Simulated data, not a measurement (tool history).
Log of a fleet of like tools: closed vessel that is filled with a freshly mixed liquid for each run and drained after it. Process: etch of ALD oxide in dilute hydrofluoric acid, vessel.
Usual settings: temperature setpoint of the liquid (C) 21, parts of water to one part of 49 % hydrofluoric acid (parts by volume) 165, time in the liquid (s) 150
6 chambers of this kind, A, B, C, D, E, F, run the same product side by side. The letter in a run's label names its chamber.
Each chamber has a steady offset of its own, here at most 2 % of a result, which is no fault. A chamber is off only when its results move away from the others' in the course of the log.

run,hour,temperature setpoint of the liquid (C),parts of water to one part of 49 % hydrofluoric acid (parts by volume),time in the liquid (s),hours since the thermometer was replaced,hours since the hydrofluoric acid flow meter was replaced,"read-back film thickness of the ALD oxide reference wafer, read on the same gauge (nm)",thickness taken off the ALD oxide on a monitor wafer (angstrom)
1E,9,21,165,150,1430.4,654.4,70.034,80.885
2B,18.3,21,165,150,1292.4,122.9,69.982,80
3D,24.1,21,165,150,708.5,1160.7,70.014,78.946
4F,35,21,165,150,980.8,805.4,70.045,80.512
5A,46.7,21,225,110,1374.2,136.3,70.024,40.612
6C,56.2,21,225,110,174.9,891.9,70.033,41.088
7C,68.2,21,225,110,186.9,903.9,69.961,41.033
# hour 75.7: chamber E: hydrofluoric acid flow meter replaced
8E,78.1,21,225,110,1499.5,2.5,70.015,40.653
9B,89,21,225,110,1363.1,193.6,69.981,40.352
10F,101.3,21,225,110,1047.1,871.7,69.997,41.061
# hour 102.4: chamber D: hydrofluoric acid flow meter replaced
11D,112.2,21,165,150,796.6,9.8,69.985,79.053
12A,122.2,21,165,150,1449.7,211.8,69.969,80.651
13A,133.2,21,165,150,1460.7,222.8,70.017,80.646
14C,139.6,21,165,150,258.3,975.3,70.061,81.579
15F,150.7,21,165,150,1096.5,921.1,69.969,80.373
# hour 158.7: chamber D: thermometer replaced
16D,159,21,165,150,0.4,56.6,70.002,79.38
17B,171.2,21,165,150,1445.3,275.8,70.037,80.406
18E,182.5,21,165,150,1603.9,106.9,70.006,80.427
19F,192.1,21,165,150,1137.9,962.5,70.012,81.022
20E,201.2,21,165,150,1622.6,125.6,69.965,80.864
21D,212.7,21,165,150,54.1,110.3,69.998,79.189
22B,221.5,21,165,150,1495.6,326.1,70.052,80.061
23A,232.8,21,130,150,1560.3,322.4,69.997,105.23
# hour 238.2: chamber B: thermometer replaced
24C,239.5,21,130,150,358.2,1075.2,70.028,108.04
25C,247.5,21,130,150,366.2,1083.2,70.019,108.47
26A,253.6,21,130,150,1581.1,343.2,69.965,104.56
27F,264.4,21,130,150,1210.2,1034.8,70.042,105.35
28E,275.7,21,130,150,1697.1,200.1,70.024,105.41
29D,281.8,21,165,150,123.2,179.4,69.998,79.204
30B,287.9,21,165,150,49.8,392.5,70.037,80.053
31D,298.5,21,165,150,139.9,196.1,69.992,79.114
32F,310.5,21,165,150,1256.3,1080.9,69.973,80.107
33E,321.1,21,165,150,1742.5,245.5,69.986,80.369
34C,328.2,21,165,150,446.9,1163.9,70.048,80.693
35B,340.3,21,165,150,102.2,444.9,69.924,80.009
36A,349.5,21,165,150,1677,439.1,70.009,77.475
37B,355.4,21,165,150,117.3,460,69.978,80.384
38D,361.5,21,165,150,202.9,259.1,69.965,79.033

All 6 chambers run these settings next. Forecast each chamber's results:
39A,370.7,21,165,150,,,,?
39B,370.7,21,165,150,,,,?
39C,370.7,21,165,150,,,,?
39D,370.7,21,165,150,,,,?
39E,370.7,21,165,150,,,,?
39F,370.7,21,165,150,,,,?

run,thickness taken off the ALD oxide on a monitor wafer (angstrom)
39A,76.993
39B,80.153
39C,81.203
39D,78.934
39E,80.636
39F,80.731
